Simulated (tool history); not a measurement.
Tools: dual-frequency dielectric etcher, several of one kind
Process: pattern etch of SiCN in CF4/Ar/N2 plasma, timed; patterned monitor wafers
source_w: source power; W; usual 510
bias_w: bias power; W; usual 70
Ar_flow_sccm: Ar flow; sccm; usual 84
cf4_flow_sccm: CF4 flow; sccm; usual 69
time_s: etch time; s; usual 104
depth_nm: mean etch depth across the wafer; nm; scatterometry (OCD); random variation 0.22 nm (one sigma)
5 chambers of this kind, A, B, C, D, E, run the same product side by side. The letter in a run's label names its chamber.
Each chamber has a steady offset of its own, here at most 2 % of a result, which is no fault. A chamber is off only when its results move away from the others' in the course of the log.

run	hour	source_w	bias_w	Ar_flow_sccm	cf4_flow_sccm	time_s	read-back reference wafer on the same gauge, depth_nm	depth_nm
1E	9.3	510	70	84	69	104	110.93	101.32
2A	23.2	510	70	84	69	104	110.97	101.38
3C	32.2	510	70	84	69	104	111	102.76
4D	43.2	510	70	84	69	104	110.94	100.36
5B	58.6	410	70	84	69	104	110.95	83.466
6A	68.2	410	70	84	69	104	111	83.452
7B	79	410	70	84	69	104	111.02	83.886
8D	87.2	410	70	84	69	104	110.96	82.663
9C	99.7	410	70	84	69	104	110.99	85.172
10E	109.2	510	70	84	69	104	110.98	101.53
# hour 116: chamber A: wet clean of the chamber
11E	119	510	70	76	69	104	110.98	102.82
# hour 119.2: chamber A: bias power generator calibrated
12A	127.9	510	70	76	69	104	110.98	102.76
13D	137.9	510	70	76	69	104	111.02	102.35
14B	148.9	510	70	76	69	104	111	102.83
15C	158	510	70	76	69	104	110.97	104.19
16C	167	510	70	84	69	104	111.04	102.91
17D	177	510	70	84	69	104	111.03	100.25
18B	184.8	510	70	84	69	104	111.04	101.09
19A	192.5	510	70	84	69	104	111.04	101.1
# hour 197: chamber D: source power generator calibrated
20E	207	510	70	84	69	104	111	100.92
21C	216.2	510	70	84	69	104	111.05	102.6
22E	229.2	510	70	84	69	104	111	101.47
23A	244.3	510	56	84	69	104	111.02	94.188
24D	251.5	510	56	84	69	104	110.97	90.862
25B	266.5	510	56	84	69	104	111.06	94.424
26D	280.7	510	56	84	69	104	110.99	90.939
27E	295.6	510	56	84	69	104	111.03	94.317
28A	306.4	510	70	84	69	104	111.04	100.82
29B	318.4	510	70	84	69	104	110.95	101.4
30C	335.1	510	70	84	69	104	111	102.6
# hour 340.4: chamber B: wet clean of the chamber
31B	342.5	510	70	84	69	104	111.03	101.19
32C	353.2	510	70	84	69	104	110.99	102.56
33A	362.8	510	70	84	69	104	111	100.78
34E	374.4	510	70	84	69	104	110.99	101.56
35D	382	510	70	84	69	104	110.99	97.671

What goes on in this fleet: one chamber off, a drifting gauge, or nothing beyond the chambers' own small offsets? Name the chamber and the cause, if any.

A service left chamber D off against the others.
Cause: source power that arrives under what is set, % = 3.4.

Here are 4 candidates for chamber D's next run, each the usual settings with a change, their results left as question marks. Which one brings its results back in line with what the others give on the usual settings?
In line means no further than this from the other chambers' mean on the usual settings: depth_nm 0.81 nm
36D-1	394	510	70	84	68	96.5		?
36D-2	394	500	70	84	69	101.5		?
36D-3	394	530	71	84	69	108.5		?
36D-4	394	510	79	84	69	104		?

The other chambers' mean on the usual settings: depth_nm 101.73 nm
run	depth_nm
36D-1	90.288
36D-2	93.497
36D-3	105.8
36D-4	101.6
36D-4 brings the chamber back in line.

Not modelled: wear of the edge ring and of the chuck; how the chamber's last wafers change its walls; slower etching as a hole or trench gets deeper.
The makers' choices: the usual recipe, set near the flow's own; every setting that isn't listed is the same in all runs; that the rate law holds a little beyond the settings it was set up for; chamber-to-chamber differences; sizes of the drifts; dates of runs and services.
